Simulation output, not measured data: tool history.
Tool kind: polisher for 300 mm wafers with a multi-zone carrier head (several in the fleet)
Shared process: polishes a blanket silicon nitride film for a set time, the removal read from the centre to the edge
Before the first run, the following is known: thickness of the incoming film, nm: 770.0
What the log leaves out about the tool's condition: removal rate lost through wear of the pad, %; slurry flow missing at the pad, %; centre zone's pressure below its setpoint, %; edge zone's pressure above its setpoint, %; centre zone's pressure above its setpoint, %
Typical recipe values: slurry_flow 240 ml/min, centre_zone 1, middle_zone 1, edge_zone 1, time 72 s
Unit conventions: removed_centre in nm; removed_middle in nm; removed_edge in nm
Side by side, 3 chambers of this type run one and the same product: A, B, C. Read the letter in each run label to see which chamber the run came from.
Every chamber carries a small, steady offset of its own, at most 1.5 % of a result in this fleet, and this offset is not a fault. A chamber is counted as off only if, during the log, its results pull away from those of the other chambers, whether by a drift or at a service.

| run | hour | slurry_flow | centre_zone | middle_zone | edge_zone | time | wafers polished on this pad | hours since the slurry nozzle was cleaned | hours since the centre zone pressure was calibrated | hours since the edge zone pressure was calibrated | removed_centre | removed_middle | removed_edge |
|---|---|---|---|---|---|---|---|---|---|---|---|---|---|
|  | 5.1 | chamber B: worn pad replaced by a new one |
| 1C | 8 | 240 | 1 | 1 | 1 | 72 | 922 | 51 | 425.7 | 470.9 | 124.8 | 123.99 | 121.67 |
| 2A | 19.8 | 240 | 1 | 1 | 1 | 72 | 962 | 390.8 | 685.8 | 1101.3 | 119.62 | 125.38 | 122.96 |
|  | 23.6 | chamber C: worn pad replaced by a new one |
| 3B | 29.8 | 240 | 1 | 1 | 1 | 72 | 225 | 125.2 | 54.4 | 36.5 | 124.6 | 124.41 | 124.31 |
| 4C | 38.5 | 240 | 1 | 1 | 1 | 72 | 136 | 81.5 | 456.2 | 501.4 | 125.59 | 122.61 | 123.17 |
| 5A | 53.7 | 240 | 1 | 1 | 1 | 72 | 1271 | 424.7 | 719.7 | 1135.2 | 121.86 | 120.96 | 122.11 |
|  | 54.3 | chamber A: slurry nozzle cleaned |
| 6B | 64.7 | 240 | 1 | 1 | 1 | 72 | 543 | 160.1 | 89.3 | 71.4 | 123.09 | 122.8 | 126.2 |
| 7A | 71.5 | 240 | 1 | 1 | 1 | 72 | 1433 | 17.2 | 737.5 | 1153 | 122.95 | 122.79 | 122.79 |
| 8B | 79.6 | 240 | 1 | 1 | 1 | 72 | 679 | 175 | 104.2 | 86.3 | 122.96 | 122.25 | 125.51 |
|  | 80.7 | chamber B: worn pad replaced by a new one |
|  | 81.3 | chamber A: worn pad replaced by a new one |
| 9C | 91.1 | 240 | 1 | 1 | 1 | 72 | 615 | 134.1 | 508.8 | 554 | 124.56 | 124.2 | 123.85 |
|  | 103 | chamber C: edge zone pressure recalibrated |
| 10B | 103.4 | 240 | 1 | 1 | 1 | 72 | 207 | 198.8 | 128 | 110.1 | 121.82 | 122.58 | 124.04 |
| 11A | 111.8 | 240 | 1 | 1 | 1 | 72 | 278 | 57.5 | 777.8 | 1193.3 | 123.33 | 123.62 | 124.69 |
| 12C | 119.3 | 240 | 1 | 1 | 1 | 72 | 872 | 162.3 | 537 | 16.4 | 124.12 | 124.65 | 124.12 |
|  | 127.6 | chamber C: centre zone pressure recalibrated |
| 13C | 128.5 | 240 | 1 | 1 | 1 | 72 | 956 | 171.5 | 0.9 | 25.6 | 112.82 | 124.61 | 122.54 |
| 14B | 141.7 | 240 | 1 | 1 | 1 | 72 | 556 | 237.1 | 166.3 | 148.4 | 121.85 | 121.38 | 124.98 |
|  | 146.9 | chamber B: worn pad replaced by a new one |
| 15A | 149.9 | 240 | 1 | 1 | 1 | 72 | 625 | 95.6 | 815.9 | 1231.4 | 125.55 | 123.68 | 123 |
| 16C | 161.4 | 240 | 1 | 1 | 1 | 72 | 1255 | 204.4 | 33.8 | 58.5 | 112.78 | 122.93 | 125.76 |
| 17B | 168.5 | 195 | 1 | 1 | 1 | 72 | 197 | 263.9 | 193.1 | 175.2 | 119.13 | 121.39 | 124.29 |
|  | 170.5 | chamber C: worn pad replaced by a new one |
| 18A | 181.9 | 195 | 1 | 1 | 1 | 72 | 917 | 127.6 | 847.9 | 1263.4 | 118.6 | 118.83 | 120.95 |
| 19B | 193.7 | 195 | 1 | 1 | 1 | 72 | 427 | 289.1 | 218.3 | 200.4 | 118.95 | 119.22 | 121.11 |
| 20A | 206.7 | 240 | 1 | 1.07 | 0.92 | 72 | 1143 | 152.4 | 872.7 | 1288.2 | 123.35 | 131.48 | 118.34 |
|  | 211.5 | chamber B: worn pad replaced by a new one |
| 21C | 216.8 | 240 | 1 | 1.07 | 0.92 | 72 | 422 | 259.8 | 89.2 | 113.9 | 113.92 | 131.06 | 118.48 |
|  | 217.4 | chamber A: worn pad replaced by a new one |
| 22B | 226.8 | 240 | 1 | 1.07 | 0.92 | 72 | 140 | 322.2 | 251.4 | 233.5 | 122.33 | 132.51 | 118.25 |
| 23C | 233.9 | 240 | 1 | 1 | 1 | 72 | 578 | 276.9 | 106.3 | 131 | 115.29 | 126.83 | 124.64 |
|  | 237.4 | chamber A: edge zone pressure recalibrated |
| 24A | 240.6 | 240 | 1 | 1 | 1 | 72 | 211 | 186.3 | 906.6 | 3.2 | 125.6 | 125.06 | 121.24 |

Each of the 3 chambers runs these same settings next. Fill in every chamber's results:
| 25A | 251.7 | 240 | 1.08 | 1 | 1 | 72 |  |  |  |  | ? | ? | ? |
| 25B | 251.7 | 240 | 1.08 | 1 | 1 | 72 |  |  |  |  | ? | ? | ? |
| 25C | 251.7 | 240 | 1.08 | 1 | 1 | 72 |  |  |  |  | ? | ? | ? |

| run | removed_centre | removed_middle | removed_edge |
|---|---|---|---|
| 25A | 136.79 | 121.98 | 123.76 |
| 25B | 132.01 | 123.76 | 124.05 |
| 25C | 122.82 | 125.54 | 125.69 |
